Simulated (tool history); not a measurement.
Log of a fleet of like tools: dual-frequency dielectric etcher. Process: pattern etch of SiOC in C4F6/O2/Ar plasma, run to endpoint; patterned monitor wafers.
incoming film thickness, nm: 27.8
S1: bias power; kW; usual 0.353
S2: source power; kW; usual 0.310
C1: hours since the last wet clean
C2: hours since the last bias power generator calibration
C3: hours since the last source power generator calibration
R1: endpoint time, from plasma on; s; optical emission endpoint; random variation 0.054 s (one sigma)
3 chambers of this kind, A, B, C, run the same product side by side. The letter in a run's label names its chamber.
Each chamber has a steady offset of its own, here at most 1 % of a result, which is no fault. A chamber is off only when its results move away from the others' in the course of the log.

Run 1A, hour 10.6: usual settings; C1 257.6; C2 4023.4; C3 2180.6. Result: R1 11.581 s.
Run 2C, hour 21.6: usual settings; C1 630.5; C2 2515.5; C3 2516.6. Result: R1 11.716 s.
Run 3B, hour 32.5: usual settings; C1 304.1; C2 307.9; C3 1966.1. Result: R1 11.763 s.
Run 4A, hour 38.7: usual settings; C1 285.7; C2 4051.5; C3 2208.7. Result: R1 11.462 s.
At hour 40.8: chamber C: wet clean of the chamber.
Run 5B, hour 45.1: usual settings; C1 316.7; C2 320.5; C3 1978.7. Result: R1 11.812 s.
Run 6C, hour 56.8: usual settings; C1 16.1; C2 2550.7; C3 2551.8. Result: R1 11.760 s.
Run 7A, hour 64.0: usual settings; C1 311.0; C2 4076.8; C3 2234.0. Result: R1 11.534 s.
Run 8C, hour 69.8: usual settings; C1 29.1; C2 2563.7; C3 2564.8. Result: R1 11.766 s.
Run 9B, hour 81.5: usual settings; C1 353.1; C2 356.9; C3 2015.1. Result: R1 11.809 s.
Run 10B, hour 89.2: usual settings; C1 360.8; C2 364.6; C3 2022.8. Result: R1 11.897 s.
Run 11A, hour 97.4: usual settings; C1 344.4; C2 4110.2; C3 2267.4. Result: R1 11.547 s.
Run 12C, hour 105.1: usual settings; C1 64.4; C2 2599.0; C3 2600.1. Result: R1 11.764 s.
Run 13C, hour 116.6: usual settings; C1 75.9; C2 2610.5; C3 2611.6. Result: R1 11.769 s.
Run 14A, hour 121.9: usual settings but S1 0.427 kW, S2 0.340 kW; C1 368.9; C2 4134.7; C3 2291.9. Result: R1 10.477 s.
Run 15B, hour 128.7: usual settings but S1 0.427 kW, S2 0.340 kW; C1 400.3; C2 404.1; C3 2062.3. Result: R1 10.754 s.
Run 16C, hour 139.7: usual settings but S1 0.427 kW, S2 0.340 kW; C1 99.0; C2 2633.6; C3 2634.7. Result: R1 10.603 s.
Run 17B, hour 146.0: usual settings; C1 417.6; C2 421.4; C3 2079.6. Result: R1 11.987 s.
Run 18A, hour 155.3: usual settings; C1 402.3; C2 4168.1; C3 2325.3. Result: R1 11.591 s.
Run 19C, hour 164.9: usual settings; C1 124.2; C2 2658.8; C3 2659.9. Result: R1 11.815 s.
Run 20A, hour 175.2: usual settings; C1 422.2; C2 4188.0; C3 2345.2. Result: R1 11.607 s.
Run 21B, hour 186.7: usual settings; C1 458.3; C2 462.1; C3 2120.3. Result: R1 12.001 s.
Run 22B, hour 192.4: usual settings; C1 464.0; C2 467.8; C3 2126.0. Result: R1 11.967 s.
Run 23A, hour 199.4: usual settings; C1 446.4; C2 4212.2; C3 2369.4. Result: R1 11.521 s.
Run 24C, hour 210.4: usual settings; C1 169.7; C2 2704.3; C3 2705.4. Result: R1 11.756 s.
Run 25A, hour 216.5: usual settings; C1 463.5; C2 4229.3; C3 2386.5. Result: R1 11.516 s.
Run 26B, hour 226.0: usual settings; C1 497.6; C2 501.4; C3 2159.6. Result: R1 12.170 s.
Run 27C, hour 233.9: usual settings; C1 193.2; C2 2727.8; C3 2728.9. Result: R1 11.779 s.

Next, every chamber runs the same settings. What will each give?
Run 28A, hour 242.6: usual settings. Result: R1 ?.
Run 28B, hour 242.6: usual settings. Result: R1 ?.
Run 28C, hour 242.6: usual settings. Result: R1 ?.

run      R1
28A  11.567
28B  12.109
28C  11.797
